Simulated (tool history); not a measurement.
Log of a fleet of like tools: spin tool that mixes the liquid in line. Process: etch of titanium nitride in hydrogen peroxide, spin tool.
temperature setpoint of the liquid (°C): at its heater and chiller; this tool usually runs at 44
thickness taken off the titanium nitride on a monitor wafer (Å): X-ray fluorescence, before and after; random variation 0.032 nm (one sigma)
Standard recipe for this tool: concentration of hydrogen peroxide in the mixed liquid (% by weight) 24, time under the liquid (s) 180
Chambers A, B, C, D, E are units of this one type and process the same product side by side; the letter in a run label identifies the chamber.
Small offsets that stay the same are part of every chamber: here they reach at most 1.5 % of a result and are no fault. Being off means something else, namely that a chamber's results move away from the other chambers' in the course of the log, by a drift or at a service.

run   hour  temperature setpoint of the liquid (°C)  concentration of hydrogen peroxide in the mixed liquid (% by weight)  time under the liquid (s)  hours since the thermometer was replaced  hours since the peroxide flow meter was replaced  hours since the heated supply line was repaired  hours since the drum of peroxide was connected  read-back film thickness of the titanium nitride reference wafer, read on the same gauge (nm)  thickness taken off the titanium nitride on a monitor wafer (Å)
 1E    4.8                                       44                                                                    24                        180                                     158.7                                            1072.2                                           1904.4                                           220.5                                                                                            100                                                           100.25
 2D    9.1                                       44                                                                    24                        180                                    1470.5                                             280.5                                           1124.5                                          1115.2                                                                                         100.03                                                           99.791
 3C     16                                       44                                                                    24                        180                                     396.7                                               900                                           2284.9                                           480.9                                                                                         99.967                                                           99.364
      19.4  -- chamber C: heated supply line repaired
 4B   21.7                                       44                                                                    24                        180                                     866.5                                             419.9                                              938                                           428.1                                                                                         100.03                                                           99.955
 5A   24.9                                       44                                                                    24                        180                                    1204.9                                             653.8                                             1727                                           296.5                                                                                          99.99                                                           99.061
 6C   28.6                                       44                                                                    24                        180                                     409.3                                             912.6                                              9.2                                           493.5                                                                                            100                                                           99.183
 7B   33.2                                       44                                                                    24                        180                                       878                                             431.4                                            949.5                                           439.6                                                                                         99.996                                                           100.48
 8E   38.9                                       44                                                                    24                        180                                     192.8                                            1106.3                                           1938.5                                           254.6                                                                                         100.04                                                           100.14
 9A   44.7                                       44                                                                  27.5                        180                                    1224.7                                             673.6                                           1746.8                                           316.3                                                                                         100.02                                                            102.2
10D   48.4                                       44                                                                  27.5                        180                                    1509.8                                             319.8                                           1163.8                                          1154.5                                                                                         100.02                                                           102.42
11B   51.5                                       44                                                                  27.5                        180                                     896.3                                             449.7                                            967.8                                           457.9                                                                                         99.996                                                           102.05
12A   56.5                                       44                                                                  27.5                        180                                    1236.5                                             685.4                                           1758.6                                           328.1                                                                                         99.989                                                           101.99
13E     60                                       44                                                                  27.5                        180                                     213.9                                            1127.4                                           1959.6                                           275.7                                                                                         100.02                                                           103.12
14C   64.3                                       44                                                                  27.5                        180                                       445                                             948.3                                             44.9                                           529.2                                                                                          99.98                                                           102.63
15D     70                                       44                                                                  27.5                        180                                    1531.4                                             341.4                                           1185.4                                          1176.1                                                                                         99.992                                                           102.38
      76.2  -- chamber D: new drum of peroxide connected
16D   76.3                                       44                                                                  27.5                        180                                    1537.7                                             347.7                                           1191.7                                             0.2                                                                                         99.988                                                            103.6
17E   81.9                                       44                                                                  27.5                        180                                     235.8                                            1149.3                                           1981.5                                           297.6                                                                                         100.01                                                            102.5
18B   87.2                                       44                                                                  27.5                        180                                       932                                             485.4                                           1003.5                                           493.6                                                                                         100.03                                                            103.1
19C   90.5                                       44                                                                    24                        180                                     471.2                                             974.5                                             71.1                                           555.4                                                                                         99.994                                                            98.89
20A   96.2                                       44                                                                    20                        135                                    1276.2                                             725.1                                           1798.3                                           367.8                                                                                            100                                                           70.991
21A  103.1                                       44                                                                    20                        135                                    1283.1                                               732                                           1805.2                                           374.7                                                                                         99.977                                                           71.109
22B  106.2                                       44                                                                    20                        135                                       951                                             504.4                                           1022.5                                           512.6                                                                                         99.997                                                            71.97
23C  110.3                                       44                                                                    20                        135                                       491                                             994.3                                             90.9                                           575.2                                                                                         100.01                                                           71.082
24E  115.7                                       44                                                                    20                        135                                     269.6                                            1183.1                                           2015.3                                           331.4                                                                                          99.99                                                           72.039
25D  119.4                                       44                                                                    24                        180                                    1580.8                                             390.8                                           1234.8                                            43.3                                                                                         100.02                                                           99.589
26A  126.3                                       44                                                                    24                        180                                    1306.3                                             755.2                                           1828.4                                           397.9                                                                                         100.01                                                           98.421
27C  129.5                                       44                                                                    24                        180                                     510.2                                            1013.5                                            110.1                                           594.4                                                                                         99.984                                                           98.037
28D  136.5                                       44                                                                    24                        180                                    1597.9                                             407.9                                           1251.9                                            60.4                                                                                         100.01                                                           99.813
29B  141.8                                       44                                                                    24                        180                                     986.6                                               540                                           1058.1                                           548.2                                                                                         100.01                                                           99.595
       146  -- chamber B: new drum of peroxide connected
30E    148                                       44                                                                    24                        180                                     301.9                                            1215.4                                           2047.6                                           363.7                                                                                            100                                                           99.854
31E  151.6                                       44                                                                    24                        180                                     305.5                                              1219                                           2051.2                                           367.3                                                                                         99.992                                                           99.742
32B  155.7                                       44                                                                    24                        180                                    1000.5                                             553.9                                             1072                                             9.8                                                                                            100                                                            98.78
33C  162.4                                       44                                                                    24                        180                                     543.1                                            1046.4                                              143                                           627.3                                                                                         100.02                                                           97.363
34D  169.3                                       44                                                                    24                        180                                    1630.7                                             440.7                                           1284.7                                            93.2                                                                                         99.968                                                           99.713
35A  174.3                                       44                                                                    24                        180                                    1354.3                                             803.2                                           1876.4                                           445.9                                                                                         99.994                                                           98.511
36E  180.6                                       44                                                                    24                        180                                     334.5                                              1248                                           2080.2                                           396.3                                                                                         99.981                                                           100.32
37D  183.8                                       44                                                                    24                        180                                    1645.2                                             455.2                                           1299.2                                           107.7                                                                                         99.975                                                           99.948
38B  188.1                                       44                                                                    24                        180                                    1032.9                                             586.3                                           1104.4                                            42.2                                                                                          99.98                                                           99.722

Does one chamber stand apart from the rest, does the shared gauge drift, or is all well apart from small per-chamber offsets? Give the chamber and the most likely cause, where there is one.

Little by little, chamber C moves away from the other chambers.
Most likely cause: peroxide flow below the setpoint (%) = 11.4.
From this log alone, it may not be told apart from: liquid colder than its thermometer reads (K); temperature lost on the way to the wafer (K).

Here are 4 candidates for chamber C's next run, each the usual settings with a change, their results left as question marks. Which one brings its results back in line with what the others give on the usual settings?
A result is in line if it is within this distance of the other chambers' mean on the usual settings: thickness taken off the titanium nitride on a monitor wafer (Å) 1.1
39C-1  193.2                                       44                                                                    21                        180                                                                                                                                                                                                                                                                                                                                                            ?
39C-2  193.2                                       44                                                                  23.5                        180                                                                                                                                                                                                                                                                                                                                                            ?
39C-3  193.2                                       44                                                                    24                        185                                                                                                                                                                                                                                                                                                                                                            ?
39C-4  193.2                                       44                                                                  24.5                        180                                                                                                                                                                                                                                                                                                                                                            ?

The mean the other chambers reach with the usual settings: thickness taken off the titanium nitride on a monitor wafer (Å) 99.465
  run  thickness taken off the titanium nitride on a monitor wafer (Å)
39C-1                                                            93.99
39C-2                                                           96.314
39C-3                                                           99.446
39C-4                                                           97.194
The right change is 39C-3: it brings the chamber back within the allowed miss of the others.
